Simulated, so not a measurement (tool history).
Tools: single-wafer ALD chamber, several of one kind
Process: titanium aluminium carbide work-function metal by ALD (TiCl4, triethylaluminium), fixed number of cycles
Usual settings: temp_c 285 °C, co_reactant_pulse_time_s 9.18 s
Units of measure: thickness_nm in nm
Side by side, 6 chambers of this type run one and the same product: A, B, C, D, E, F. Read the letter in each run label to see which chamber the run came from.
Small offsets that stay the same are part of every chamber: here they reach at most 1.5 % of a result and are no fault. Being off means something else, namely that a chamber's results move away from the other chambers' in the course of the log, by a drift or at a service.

run	hour	temp_c	co_reactant_pulse_time_s	hours since the last thermocouple change	hours since the last triethylaluminium bottle change	read-back reference wafer on the same gauge, thickness_nm	thickness_nm
1D	6.6	285	9.18	43.4	279.1	1.6093	1.8590
# hour 8.8: chamber C: thermocouple changed; heater temperature recalibrated
2C	16.2	285	9.18	7.5	235.6	1.6097	1.8523
3B	26.8	285	9.18	2068.6	432.8	1.6098	1.8436
4A	38.8	285	9.18	840.1	117.3	1.6092	1.8476
5F	48.1	285	9.18	2285.3	673.3	1.6092	1.8593
6E	59.0	285	9.18	845.8	396.9	1.6088	1.8696
7B	70.8	285	9.18	2112.6	476.8	1.6088	1.8433
8F	80.1	285	9.18	2317.3	705.3	1.6083	1.8613
9D	86.7	285	9.18	123.5	359.2	1.6087	1.8590
10A	95.8	275	9.18	897.1	174.3	1.6080	1.7579
11C	105.5	275	9.18	96.8	324.9	1.6083	1.7647
12E	118.2	275	9.18	905.0	456.1	1.6074	1.7802
13B	125.1	275	9.18	2166.9	531.1	1.6075	1.7604
14C	132.9	275	9.18	124.2	352.3	1.6072	1.7668
15A	140.7	275	9.18	942.0	219.2	1.6072	1.7582
# hour 141.5: chamber B: thermocouple changed; heater temperature recalibrated
# hour 146.8: chamber E: thermocouple changed; heater temperature recalibrated
16F	152.9	285	9.18	2390.1	778.1	1.6068	1.8560
17E	164.0	285	9.18	17.2	501.9	1.6066	1.8638
18D	176.4	285	9.18	213.2	448.9	1.6062	1.8538
19D	182.8	285	9.18	219.6	455.3	1.6062	1.8534
20B	191.0	285	9.18	49.6	597.0	1.6064	1.8346
21E	200.9	285	9.18	54.1	538.8	1.6052	1.8633
22A	206.8	285	9.18	1008.1	285.3	1.6056	1.8415
23C	215.3	298	9.18	206.6	434.7	1.6055	1.9636
24F	227.6	298	9.18	2464.8	852.8	1.6049	1.9686
25B	237.7	298	9.18	96.3	643.7	1.6053	1.9434
26D	244.4	298	9.18	281.2	516.9	1.6054	1.9619
27F	253.9	298	9.18	2491.1	879.1	1.6047	1.9662
# hour 262.0: chamber F: triethylaluminium bottle replaced
28C	262.6	298	9.18	253.9	482.0	1.6045	1.9581
29E	274.9	280	9.18	128.1	612.8	1.6044	1.8214
30A	283.9	280	9.18	1085.2	362.4	1.6040	1.8005
31F	289.8	280	9.18	2527.0	27.9	1.6041	1.8153
32B	297.5	280	9.18	156.1	703.5	1.6040	1.7918
33D	307.4	280	9.18	344.2	579.9	1.6037	1.8105
34A	318.1	280	9.18	1119.4	396.6	1.6038	1.7967
35C	329.2	285	9.18	320.5	548.6	1.6035	1.8452
36E	335.5	295	7.32	188.7	673.4	1.6033	1.8676
37B	344.4	295	7.32	203.0	750.4	1.6029	1.8435
38F	355.0	295	7.32	2592.2	93.1	1.6030	1.8590
39D	363.1	295	7.32	399.9	635.6	1.6030	1.8563
40A	374.5	295	7.32	1175.8	453.0	1.6020	1.8456
41C	384.7	295	7.32	376.0	604.1	1.6025	1.8571
42E	392.6	285	9.18	245.8	730.5	1.6017	1.8613

All chambers now run identical settings, listed one chamber a line with results as question marks. What results will each chamber show?
43A	401.7	285	6.02				?
43B	401.7	285	6.02				?
43C	401.7	285	6.02				?
43D	401.7	285	6.02				?
43E	401.7	285	6.02				?
43F	401.7	285	6.02				?

run	thickness_nm
43A	1.6749
43B	1.6785
43C	1.6856
43D	1.6904
43E	1.6943
43F	1.6828

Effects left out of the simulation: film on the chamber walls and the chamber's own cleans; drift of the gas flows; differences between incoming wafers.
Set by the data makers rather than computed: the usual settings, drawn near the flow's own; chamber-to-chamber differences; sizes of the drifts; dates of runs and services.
